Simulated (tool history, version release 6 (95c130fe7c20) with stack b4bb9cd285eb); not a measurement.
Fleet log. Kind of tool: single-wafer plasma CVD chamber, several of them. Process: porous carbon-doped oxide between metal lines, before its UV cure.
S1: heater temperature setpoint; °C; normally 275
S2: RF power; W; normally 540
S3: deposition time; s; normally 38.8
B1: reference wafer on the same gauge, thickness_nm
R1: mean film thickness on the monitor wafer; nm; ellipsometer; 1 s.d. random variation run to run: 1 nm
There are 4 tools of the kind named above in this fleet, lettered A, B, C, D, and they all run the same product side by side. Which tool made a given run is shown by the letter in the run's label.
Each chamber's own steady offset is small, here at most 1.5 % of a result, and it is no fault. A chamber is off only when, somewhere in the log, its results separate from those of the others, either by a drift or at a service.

Run 1D, hour 14.7: usual settings; B1 271.18. Result: R1 256.64 nm.
Run 2A, hour 24.4: usual settings; B1 270.96. Result: R1 253.44 nm.
Run 3C, hour 36.1: usual settings; B1 271.00. Result: R1 256.07 nm.
Run 4B, hour 49.2: usual settings; B1 271.03. Result: R1 256.38 nm.
Run 5D, hour 59.0: usual settings but S1 289 °C, S3 45.6 s; B1 271.14. Result: R1 275.75 nm.
Run 6C, hour 72.8: usual settings but S1 289 °C, S3 45.6 s; B1 270.98. Result: R1 272.32 nm.
Run 7A, hour 81.7: usual settings but S1 289 °C, S3 45.6 s; B1 270.83. Result: R1 271.09 nm.
Run 8B, hour 90.2: usual settings but S1 289 °C, S3 45.6 s; B1 271.05. Result: R1 274.14 nm.
Run 9B, hour 102.5: usual settings; B1 270.86. Result: R1 254.60 nm.
Run 10C, hour 113.4: usual settings; B1 271.07. Result: R1 254.41 nm.
Run 11A, hour 126.4: usual settings; B1 270.84. Result: R1 252.39 nm.
Run 12D, hour 138.0: usual settings; B1 270.95. Result: R1 255.17 nm.
Run 13B, hour 148.2: usual settings; B1 270.62. Result: R1 255.77 nm.
Run 14D, hour 157.1: usual settings; B1 271.26. Result: R1 254.86 nm.
Run 15A, hour 171.7: usual settings but S2 505 W; B1 271.16. Result: R1 240.87 nm.
Run 16C, hour 185.4: usual settings but S2 505 W; B1 270.85. Result: R1 246.10 nm.
Run 17C, hour 198.7: usual settings but S2 505 W; B1 270.92. Result: R1 247.27 nm.
Run 18A, hour 211.0: usual settings but S2 505 W; B1 271.13. Result: R1 242.24 nm.
Run 19D, hour 218.2: usual settings; B1 271.06. Result: R1 256.91 nm.
Run 20B, hour 226.1: usual settings but S1 289 °C, S3 45.2 s; B1 271.09. Result: R1 272.26 nm.
At hour 229.6: chamber B: thermocouple changed; heater temperature recalibrated.
Run 21C, hour 233.2: usual settings but S1 289 °C, S3 45.2 s; B1 270.64. Result: R1 274.04 nm.
Run 22D, hour 241.2: usual settings but S1 289 °C, S3 45.2 s; B1 271.14. Result: R1 271.98 nm.
Run 23A, hour 247.7: usual settings but S1 289 °C, S3 45.2 s; B1 270.83. Result: R1 270.23 nm.
Run 24B, hour 257.3: usual settings; B1 271.38. Result: R1 256.14 nm.
Run 25D, hour 264.4: usual settings; B1 271.14. Result: R1 254.71 nm.
Run 26B, hour 278.4: usual settings but S1 281 °C; B1 271.00. Result: R1 247.62 nm.
Run 27A, hour 289.3: usual settings but S1 281 °C; B1 271.06. Result: R1 244.06 nm.
Run 28C, hour 296.5: usual settings but S1 281 °C; B1 271.00. Result: R1 249.43 nm.
Run 29D, hour 306.7: usual settings but S1 281 °C; B1 271.00. Result: R1 247.88 nm.
Run 30C, hour 317.8: usual settings but S1 287 °C, S2 580 W; B1 270.97. Result: R1 253.51 nm.
Run 31A, hour 331.3: usual settings but S1 287 °C, S2 580 W; B1 271.19. Result: R1 245.05 nm.
At hour 339.6: chamber A: RF generator calibrated.
Run 32B, hour 340.6: usual settings but S1 287 °C, S2 580 W; B1 271.05. Result: R1 247.98 nm.
Run 33C, hour 348.2: usual settings but S1 287 °C, S2 580 W; B1 271.10. Result: R1 252.72 nm.
Run 34B, hour 362.8: usual settings; B1 271.13. Result: R1 256.85 nm.
Run 35A, hour 369.6: usual settings; B1 270.97. Result: R1 252.01 nm.
Run 36D, hour 377.5: usual settings but S2 575 W; B1 270.74. Result: R1 265.68 nm.
Run 37B, hour 386.2: usual settings but S2 575 W; B1 270.99. Result: R1 267.77 nm.
Run 38D, hour 395.4: usual settings but S2 575 W; B1 271.10. Result: R1 266.89 nm.
Run 39A, hour 407.4: usual settings but S2 575 W; B1 270.82. Result: R1 263.73 nm.
Run 40C, hour 421.7: usual settings; B1 271.03. Result: R1 258.30 nm.
Run 41C, hour 429.2: usual settings; B1 270.73. Result: R1 262.89 nm.
Run 42A, hour 441.9: usual settings; B1 270.92. Result: R1 252.13 nm.

All 4 chambers run these settings next. Forecast each chamber's results:
Run 43A, hour 452.7: usual settings. Result: R1 ?.
Run 43B, hour 452.7: usual settings. Result: R1 ?.
Run 43C, hour 452.7: usual settings. Result: R1 ?.
Run 43D, hour 452.7: usual settings. Result: R1 ?.

run      R1
43A  253.39
43B  255.70
43C  263.25
43D  256.17
